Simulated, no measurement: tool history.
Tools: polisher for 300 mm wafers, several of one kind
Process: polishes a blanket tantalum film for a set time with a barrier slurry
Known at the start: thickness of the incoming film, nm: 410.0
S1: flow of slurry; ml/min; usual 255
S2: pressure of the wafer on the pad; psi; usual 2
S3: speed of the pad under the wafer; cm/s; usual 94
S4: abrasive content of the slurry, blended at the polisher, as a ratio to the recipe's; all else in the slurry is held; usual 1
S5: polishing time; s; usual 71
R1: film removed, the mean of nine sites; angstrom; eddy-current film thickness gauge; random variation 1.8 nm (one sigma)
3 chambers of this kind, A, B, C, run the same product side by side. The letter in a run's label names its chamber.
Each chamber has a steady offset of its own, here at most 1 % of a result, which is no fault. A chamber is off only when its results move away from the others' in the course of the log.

| run | hour | S1 | S2 | S3 | S4 | S5 | R1 |
|---|---|---|---|---|---|---|---|
| 1B | 5.5 | 255 | 2 | 94 | 1 | 71 | 1287 |
| 2A | 9.4 | 255 | 2 | 94 | 1 | 71 | 1270.4 |
| 3C | 14.7 | 255 | 2 | 94 | 1 | 71 | 1243.6 |
| 4C | 19.7 | 255 | 2 | 94 | 1 | 71 | 1290 |
| 5B | 24 | 255 | 2 | 94 | 1 | 71 | 1263.7 |
|  | 27.4 | chamber C: worn pad replaced by a new one |
| 6A | 27.8 | 255 | 2 | 94 | 1 | 71 | 1260 |
| 7B | 32.1 | 320 | 2 | 106 | 1 | 71 | 1452.6 |
| 8A | 35.5 | 320 | 2 | 106 | 1 | 71 | 1474.7 |
| 9C | 41.6 | 320 | 2 | 106 | 1 | 71 | 1442.1 |
|  | 43 | chamber A: slurry nozzle cleaned |
|  | 45.6 | chamber B: slurry blender recalibrated |
| 10C | 46.8 | 255 | 2 | 94 | 0.8 | 58 | 967.97 |
|  | 48.2 | chamber A: slurry blender recalibrated |
| 11B | 52.7 | 255 | 2 | 94 | 0.8 | 58 | 949.14 |
| 12A | 57.8 | 255 | 2 | 94 | 0.8 | 58 | 978.18 |
| 13A | 62.3 | 255 | 2 | 94 | 1 | 71 | 1262.7 |
| 14B | 66.1 | 335 | 2 | 110 | 1 | 71 | 1534.9 |
| 15C | 71.1 | 335 | 2 | 110 | 1 | 71 | 1583.8 |
| 16A | 77.2 | 335 | 2 | 110 | 1 | 71 | 1533.2 |
|  | 78.9 | chamber B: worn pad replaced by a new one |
| 17C | 81.1 | 255 | 2 | 94 | 1 | 71 | 1268.7 |
|  | 83.6 | chamber C: head pressure recalibrated |
| 18B | 86.8 | 295 | 1.6 | 94 | 1 | 71 | 1029.6 |
| 19C | 90.9 | 295 | 1.6 | 94 | 1 | 71 | 1125.2 |
| 20B | 94 | 295 | 1.6 | 94 | 1 | 71 | 1009.8 |
| 21A | 96.7 | 255 | 2 | 94 | 1 | 71 | 1291.6 |
| 22A | 99.5 | 255 | 2 | 94 | 1 | 71 | 1271.8 |
| 23C | 103.7 | 255 | 2 | 94 | 1 | 71 | 1389.5 |
| 24B | 106.7 | 255 | 2 | 94 | 1 | 71 | 1252.9 |
| 25B | 112.4 | 255 | 2 | 94 | 1 | 71 | 1302.1 |
| 26C | 116.9 | 215 | 2 | 94 | 1 | 71 | 1353 |
| 27A | 120.7 | 215 | 2 | 94 | 1 | 71 | 1262.8 |
| 28A | 126.1 | 215 | 2 | 94 | 1 | 71 | 1236.3 |
| 29B | 128.7 | 255 | 2 | 94 | 1 | 71 | 1278.8 |
| 30C | 132 | 255 | 2 | 94 | 1 | 71 | 1390.8 |
| 31B | 135.1 | 255 | 2 | 94 | 1 | 71 | 1272 |
|  | 136.6 | chamber B: slurry nozzle cleaned |
| 32C | 137.9 | 255 | 2 | 94 | 1 | 71 | 1390.4 |
|  | 139 | chamber C: slurry blender recalibrated |
| 33A | 141.8 | 255 | 2 | 94 | 1 | 71 | 1278.5 |
| 34A | 145.7 | 255 | 2 | 94 | 1 | 71 | 1276.1 |
| 35C | 150.9 | 255 | 2 | 94 | 1 | 71 | 1393.5 |
| 36B | 154.7 | 255 | 2 | 94 | 1 | 71 | 1259.4 |
|  | 155.9 | chamber A: worn pad replaced by a new one |
| 37A | 159.9 | 255 | 2 | 94 | 1 | 71 | 1270.9 |

Is one chamber off against the others, does the gauge drift, or is nothing wrong? If a chamber is off, say which, and what the likeliest cause is.

A service left chamber C off against the others.
Cause: head's pressure above its setpoint, % = 9.09.

Here are 4 candidates for chamber C's next run, each the usual settings with a change, their results left as question marks. Which one brings its results back in line with what the others give on the usual settings?
In line means no further than this from the other chambers' mean on the usual settings: R1 64 angstrom
| 38C-1 | 164.3 | 255 | 1.8 | 94 | 1 | 66 | ? |
| 38C-2 | 164.3 | 255 | 2 | 102 | 1 | 77 | ? |
| 38C-3 | 164.3 | 255 | 2 | 94 | 1 | 65 | ? |
| 38C-4 | 164.3 | 255 | 2 | 102 | 1 | 71 | ? |

The other chambers' mean on the usual settings: R1 1276.2 angstrom
| run | R1 |
|---|---|
| 38C-1 | 1151.6 |
| 38C-2 | 1616.8 |
| 38C-3 | 1258.9 |
| 38C-4 | 1490.8 |
38C-3 brings the chamber back in line.
